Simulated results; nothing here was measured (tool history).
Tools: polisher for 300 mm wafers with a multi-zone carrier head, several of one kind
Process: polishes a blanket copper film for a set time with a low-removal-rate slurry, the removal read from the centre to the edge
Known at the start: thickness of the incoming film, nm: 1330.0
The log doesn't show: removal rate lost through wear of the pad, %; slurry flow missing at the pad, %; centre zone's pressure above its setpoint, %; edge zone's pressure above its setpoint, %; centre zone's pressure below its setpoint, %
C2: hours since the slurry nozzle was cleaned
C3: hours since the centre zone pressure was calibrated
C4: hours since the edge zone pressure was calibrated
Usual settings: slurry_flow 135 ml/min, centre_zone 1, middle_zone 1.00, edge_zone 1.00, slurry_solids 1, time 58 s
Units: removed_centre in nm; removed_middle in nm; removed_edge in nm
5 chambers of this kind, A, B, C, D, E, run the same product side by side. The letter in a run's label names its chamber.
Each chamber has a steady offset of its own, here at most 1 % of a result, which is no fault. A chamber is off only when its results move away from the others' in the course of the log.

-- hour=2.7 chamber D: worn pad replaced by a new one
run 1A hour=10.2 | slurry_flow=135 centre_zone=1 middle_zone=1.00 edge_zone=1.00 slurry_solids=1 time=58 | wafers_polished_on_this_pad=737 C2=74.2 C3=45.2 C4=821.3 | removed_centre=239.35 removed_middle=247.51 removed_edge=248.41
-- hour=18.4 chamber C: slurry nozzle cleaned
-- hour=20.1 chamber B: worn pad replaced by a new one
run 2B hour=20.3 | slurry_flow=135 centre_zone=1 middle_zone=1.00 edge_zone=1.00 slurry_solids=1 time=58 | wafers_polished_on_this_pad=3 C2=101.9 C3=299.6 C4=468.6 | removed_centre=241.21 removed_middle=242.69 removed_edge=242.19
-- hour=21.2 chamber E: slurry nozzle cleaned
-- hour=28.1 chamber D: slurry nozzle cleaned
run 3D hour=36.3 | slurry_flow=135 centre_zone=1 middle_zone=1.00 edge_zone=1.00 slurry_solids=1 time=58 | wafers_polished_on_this_pad=374 C2=8.2 C3=410.0 C4=553.2 | removed_centre=248.80 removed_middle=244.49 removed_edge=243.05
-- hour=43.5 chamber A: worn pad replaced by a new one
run 4E hour=45.4 | slurry_flow=135 centre_zone=1 middle_zone=1.00 edge_zone=1.00 slurry_solids=1 time=58 | wafers_polished_on_this_pad=905 C2=24.3 C3=747.8 C4=265.0 | removed_centre=239.18 removed_middle=237.97 removed_edge=241.60
-- hour=47.6 chamber B: centre zone pressure recalibrated
-- hour=48.4 chamber C: worn pad replaced by a new one
run 5C hour=53.5 | slurry_flow=135 centre_zone=1 middle_zone=1.00 edge_zone=1.00 slurry_solids=1 time=58 | wafers_polished_on_this_pad=57 C2=35.2 C3=679.5 C4=881.2 | removed_centre=238.80 removed_middle=243.29 removed_edge=239.90
run 6C hour=64.0 | slurry_flow=135 centre_zone=1 middle_zone=1.00 edge_zone=1.00 slurry_solids=1 time=58 | wafers_polished_on_this_pad=174 C2=45.7 C3=690.0 C4=891.7 | removed_centre=246.31 removed_middle=241.18 removed_edge=248.71
run 7E hour=71.5 | slurry_flow=135 centre_zone=1 middle_zone=1.00 edge_zone=1.00 slurry_solids=1 time=58 | wafers_polished_on_this_pad=1196 C2=50.4 C3=773.9 C4=291.1 | removed_centre=246.42 removed_middle=240.38 removed_edge=236.96
-- hour=74.2 chamber E: worn pad replaced by a new one
-- hour=77.3 chamber D: centre zone pressure recalibrated
run 8D hour=82.4 | slurry_flow=135 centre_zone=1 middle_zone=1.09 edge_zone=1.00 slurry_solids=1 time=58 | wafers_polished_on_this_pad=888 C2=54.3 C3=5.2 C4=599.3 | removed_centre=242.83 removed_middle=263.03 removed_edge=246.80
-- hour=84.8 chamber D: worn pad replaced by a new one
run 9A hour=94.6 | slurry_flow=135 centre_zone=1 middle_zone=1.09 edge_zone=1.00 slurry_solids=1 time=58 | wafers_polished_on_this_pad=570 C2=158.6 C3=129.6 C4=905.7 | removed_centre=244.86 removed_middle=263.93 removed_edge=243.15
-- hour=95.1 chamber B: edge zone pressure recalibrated
-- hour=100.2 chamber B: worn pad replaced by a new one
run 10B hour=104.8 | slurry_flow=135 centre_zone=1 middle_zone=1.09 edge_zone=1.00 slurry_solids=1 time=58 | wafers_polished_on_this_pad=52 C2=186.4 C3=57.2 C4=9.8 | removed_centre=237.15 removed_middle=261.29 removed_edge=240.96
run 11C hour=115.1 | slurry_flow=135 centre_zone=1 middle_zone=1.09 edge_zone=1.00 slurry_solids=1 time=58 | wafers_polished_on_this_pad=743 C2=96.8 C3=741.1 C4=942.8 | removed_centre=238.61 removed_middle=264.73 removed_edge=246.91
run 12E hour=123.5 | slurry_flow=135 centre_zone=1 middle_zone=1.09 edge_zone=1.00 slurry_solids=1 time=58 | wafers_polished_on_this_pad=549 C2=102.4 C3=825.9 C4=343.1 | removed_centre=241.22 removed_middle=260.75 removed_edge=240.46
run 13D hour=130.5 | slurry_flow=135 centre_zone=1 middle_zone=1.00 edge_zone=1.00 slurry_solids=1 time=58 | wafers_polished_on_this_pad=509 C2=102.4 C3=53.3 C4=647.4 | removed_centre=242.79 removed_middle=241.95 removed_edge=245.94
run 14B hour=138.3 | slurry_flow=135 centre_zone=1 middle_zone=1.00 edge_zone=1.00 slurry_solids=1 time=58 | wafers_polished_on_this_pad=425 C2=219.9 C3=90.7 C4=43.3 | removed_centre=240.18 removed_middle=245.99 removed_edge=242.72
-- hour=141.5 chamber C: worn pad replaced by a new one
run 15A hour=146.6 | slurry_flow=150 centre_zone=1 middle_zone=1.00 edge_zone=1.00 slurry_solids=1 time=58 | wafers_polished_on_this_pad=1149 C2=210.6 C3=181.6 C4=957.7 | removed_centre=248.01 removed_middle=256.49 removed_edge=250.91
run 16B hour=157.0 | slurry_flow=150 centre_zone=1 middle_zone=1.00 edge_zone=1.00 slurry_solids=1 time=58 | wafers_polished_on_this_pad=633 C2=238.6 C3=109.4 C4=62.0 | removed_centre=245.54 removed_middle=247.34 removed_edge=241.55
-- hour=161.4 chamber A: worn pad replaced by a new one
run 17D hour=165.1 | slurry_flow=150 centre_zone=1 middle_zone=1.00 edge_zone=1.00 slurry_solids=1 time=58 | wafers_polished_on_this_pad=895 C2=137.0 C3=87.9 C4=682.0 | removed_centre=252.75 removed_middle=246.25 removed_edge=246.80
-- hour=170.6 chamber D: worn pad replaced by a new one
run 18E hour=172.2 | slurry_flow=150 centre_zone=1 middle_zone=1.00 edge_zone=1.00 slurry_solids=1 time=58 | wafers_polished_on_this_pad=1092 C2=151.1 C3=874.6 C4=391.8 | removed_centre=249.99 removed_middle=249.55 removed_edge=240.30
-- hour=175.8 chamber E: worn pad replaced by a new one
run 19C hour=181.3 | slurry_flow=150 centre_zone=1 middle_zone=1.00 edge_zone=1.00 slurry_solids=1 time=58 | wafers_polished_on_this_pad=443 C2=163.0 C3=807.3 C4=1009.0 | removed_centre=248.25 removed_middle=253.56 removed_edge=252.53
-- hour=187.1 chamber B: worn pad replaced by a new one
run 20A hour=188.8 | slurry_flow=135 centre_zone=1 middle_zone=1.00 edge_zone=1.00 slurry_solids=1 time=58 | wafers_polished_on_this_pad=305 C2=252.8 C3=223.8 C4=999.9 | removed_centre=244.50 removed_middle=249.65 removed_edge=248.58
run 21E hour=199.2 | slurry_flow=135 centre_zone=1 middle_zone=1.00 edge_zone=1.00 slurry_solids=1 time=43 | wafers_polished_on_this_pad=260 C2=178.1 C3=901.6 C4=418.8 | removed_centre=176.83 removed_middle=175.66 removed_edge=180.41
run 22D hour=209.1 | slurry_flow=135 centre_zone=1 middle_zone=1.00 edge_zone=1.00 slurry_solids=1 time=43 | wafers_polished_on_this_pad=429 C2=181.0 C3=131.9 C4=726.0 | removed_centre=182.46 removed_middle=185.23 removed_edge=181.39
run 23A hour=216.3 | slurry_flow=135 centre_zone=1 middle_zone=1.00 edge_zone=1.00 slurry_solids=1 time=43 | wafers_polished_on_this_pad=612 C2=280.3 C3=251.3 C4=1027.4 | removed_centre=179.28 removed_middle=185.25 removed_edge=181.90
-- hour=224.3 chamber C: worn pad replaced by a new one
-- hour=225.2 chamber A: edge zone pressure recalibrated
run 24B hour=229.2 | slurry_flow=135 centre_zone=1 middle_zone=1.00 edge_zone=1.00 slurry_solids=1 time=43 | wafers_polished_on_this_pad=469 C2=310.8 C3=181.6 C4=134.2 | removed_centre=178.44 removed_middle=180.35 removed_edge=180.21
run 25C hour=239.3 | slurry_flow=135 centre_zone=1 middle_zone=1.00 edge_zone=1.00 slurry_solids=1 time=43 | wafers_polished_on_this_pad=167 C2=221.0 C3=865.3 C4=1067.0 | removed_centre=173.48 removed_middle=185.52 removed_edge=177.80
-- hour=246.7 chamber C: slurry nozzle cleaned
run 26B hour=247.6 | slurry_flow=135 centre_zone=1 middle_zone=1.00 edge_zone=1.00 slurry_solids=1 time=58 | wafers_polished_on_this_pad=674 C2=329.2 C3=200.0 C4=152.6 | removed_centre=244.22 removed_middle=243.59 removed_edge=238.88
-- hour=249.8 chamber D: worn pad replaced by a new one
-- hour=255.7 chamber A: slurry nozzle cleaned
-- hour=258.9 chamber D: slurry nozzle cleaned
-- hour=262.1 chamber B: worn pad replaced by a new one
run 27D hour=263.3 | slurry_flow=135 centre_zone=1 middle_zone=1.00 edge_zone=1.00 slurry_solids=1 time=58 | wafers_polished_on_this_pad=150 C2=4.4 C3=186.1 C4=780.2 | removed_centre=242.35 removed_middle=248.11 removed_edge=244.25
run 28A hour=271.5 | slurry_flow=95 centre_zone=1 middle_zone=1.00 edge_zone=0.89 slurry_solids=1 time=58 | wafers_polished_on_this_pad=1227 C2=15.9 C3=306.5 C4=46.3 | removed_centre=214.63 removed_middle=229.14 removed_edge=220.31
-- hour=279.5 chamber A: worn pad replaced by a new one
-- hour=281.1 chamber E: worn pad replaced by a new one
run 29C hour=285.1 | slurry_flow=95 centre_zone=1 middle_zone=1.00 edge_zone=0.89 slurry_solids=1 time=58 | wafers_polished_on_this_pad=677 C2=38.4 C3=911.1 C4=1112.8 | removed_centre=212.08 removed_middle=228.78 removed_edge=218.26
-- hour=291.2 chamber E: slurry nozzle cleaned
-- hour=296.0 chamber C: worn pad replaced by a new one
run 30E hour=300.7 | slurry_flow=95 centre_zone=1 middle_zone=1.00 edge_zone=0.89 slurry_solids=1 time=58 | wafers_polished_on_this_pad=218 C2=9.5 C3=1003.1 C4=520.3 | removed_centre=220.08 removed_middle=221.66 removed_edge=216.60
run 31E hour=311.3 | slurry_flow=95 centre_zone=1 middle_zone=1.00 edge_zone=0.89 slurry_solids=1 time=58 | wafers_polished_on_this_pad=337 C2=20.1 C3=1013.7 C4=530.9 | removed_centre=215.26 removed_middle=222.70 removed_edge=211.10
run 32A hour=325.1 | slurry_flow=95 centre_zone=1 middle_zone=1.00 edge_zone=0.89 slurry_solids=1 time=58 | wafers_polished_on_this_pad=508 C2=69.5 C3=360.1 C4=99.9 | removed_centre=214.86 removed_middle=225.19 removed_edge=213.01
run 33B hour=332.7 | slurry_flow=135 centre_zone=1 middle_zone=1.00 edge_zone=1.00 slurry_solids=1 time=40 | wafers_polished_on_this_pad=787 C2=414.3 C3=285.1 C4=237.7 | removed_centre=164.74 removed_middle=166.66 removed_edge=168.13
-- hour=335.3 chamber A: centre zone pressure recalibrated
-- hour=338.5 chamber D: worn pad replaced by a new one
run 34D hour=342.2 | slurry_flow=135 centre_zone=1 middle_zone=1.00 edge_zone=1.00 slurry_solids=1 time=40 | wafers_polished_on_this_pad=41 C2=83.3 C3=265.0 C4=859.1 | removed_centre=172.25 removed_middle=164.35 removed_edge=167.97
-- hour=346.3 chamber B: worn pad replaced by a new one
run 35C hour=351.6 | slurry_flow=135 centre_zone=1 middle_zone=1.00 edge_zone=1.00 slurry_solids=1 time=40 | wafers_polished_on_this_pad=620 C2=104.9 C3=977.6 C4=1179.3 | removed_centre=152.91 removed_middle=168.37 removed_edge=169.04
run 36A hour=363.7 | slurry_flow=135 centre_zone=1 middle_zone=1.00 edge_zone=1.00 slurry_solids=1 time=40 | wafers_polished_on_this_pad=938 C2=108.1 C3=28.4 C4=138.5 | removed_centre=164.41 removed_middle=169.63 removed_edge=168.82
-- hour=365.4 chamber E: worn pad replaced by a new one
-- hour=373.5 chamber B: centre zone pressure recalibrated
run 37D hour=377.7 | slurry_flow=135 centre_zone=1 middle_zone=1.00 edge_zone=1.00 slurry_solids=1 time=40 | wafers_polished_on_this_pad=437 C2=118.8 C3=300.5 C4=894.6 | removed_centre=169.91 removed_middle=169.56 removed_edge=170.64
-- hour=385.9 chamber C: worn pad replaced by a new one
run 38E hour=385.9 | slurry_flow=135 centre_zone=1 middle_zone=1.00 edge_zone=1.00 slurry_solids=1 time=58 | wafers_polished_on_this_pad=228 C2=94.7 C3=1088.3 C4=605.5 | removed_centre=246.79 removed_middle=244.82 removed_edge=242.29
run 39C hour=397.7 | slurry_flow=135 centre_zone=1 middle_zone=1.00 edge_zone=1.00 slurry_solids=1 time=58 | wafers_polished_on_this_pad=131 C2=151.0 C3=1023.7 C4=1225.4 | removed_centre=223.43 removed_middle=240.85 removed_edge=240.87
run 40B hour=405.6 | slurry_flow=135 centre_zone=1 middle_zone=1.00 edge_zone=1.00 slurry_solids=1 time=58 | wafers_polished_on_this_pad=660 C2=487.2 C3=32.1 C4=310.6 | removed_centre=239.87 removed_middle=244.05 removed_edge=246.38
run 41E hour=418.0 | slurry_flow=135 centre_zone=1 middle_zone=1.00 edge_zone=1.00 slurry_solids=1 time=58 | wafers_polished_on_this_pad=586 C2=126.8 C3=1120.4 C4=637.6 | removed_centre=245.37 removed_middle=239.54 removed_edge=236.86

All 5 chambers run these settings next. Forecast each chamber's results:
run 42A hour=429.5 | slurry_flow=105 centre_zone=1 middle_zone=1.00 edge_zone=1.00 slurry_solids=1 time=58 | removed_centre=? removed_middle=? removed_edge=?
run 42B hour=429.5 | slurry_flow=105 centre_zone=1 middle_zone=1.00 edge_zone=1.00 slurry_solids=1 time=58 | removed_centre=? removed_middle=? removed_edge=?
run 42C hour=429.5 | slurry_flow=105 centre_zone=1 middle_zone=1.00 edge_zone=1.00 slurry_solids=1 time=58 | removed_centre=? removed_middle=? removed_edge=?
run 42D hour=429.5 | slurry_flow=105 centre_zone=1 middle_zone=1.00 edge_zone=1.00 slurry_solids=1 time=58 | removed_centre=? removed_middle=? removed_edge=?
run 42E hour=429.5 | slurry_flow=105 centre_zone=1 middle_zone=1.00 edge_zone=1.00 slurry_solids=1 time=58 | removed_centre=? removed_middle=? removed_edge=?

run=42A removed_centre=225.02 removed_middle=231.41 removed_edge=235.53
run=42B removed_centre=223.56 removed_middle=231.98 removed_edge=239.02
run=42C removed_centre=208.99 removed_middle=230.78 removed_edge=235.25
run=42D removed_centre=226.05 removed_middle=229.76 removed_edge=231.40
run=42E removed_centre=230.97 removed_middle=224.05 removed_edge=230.08
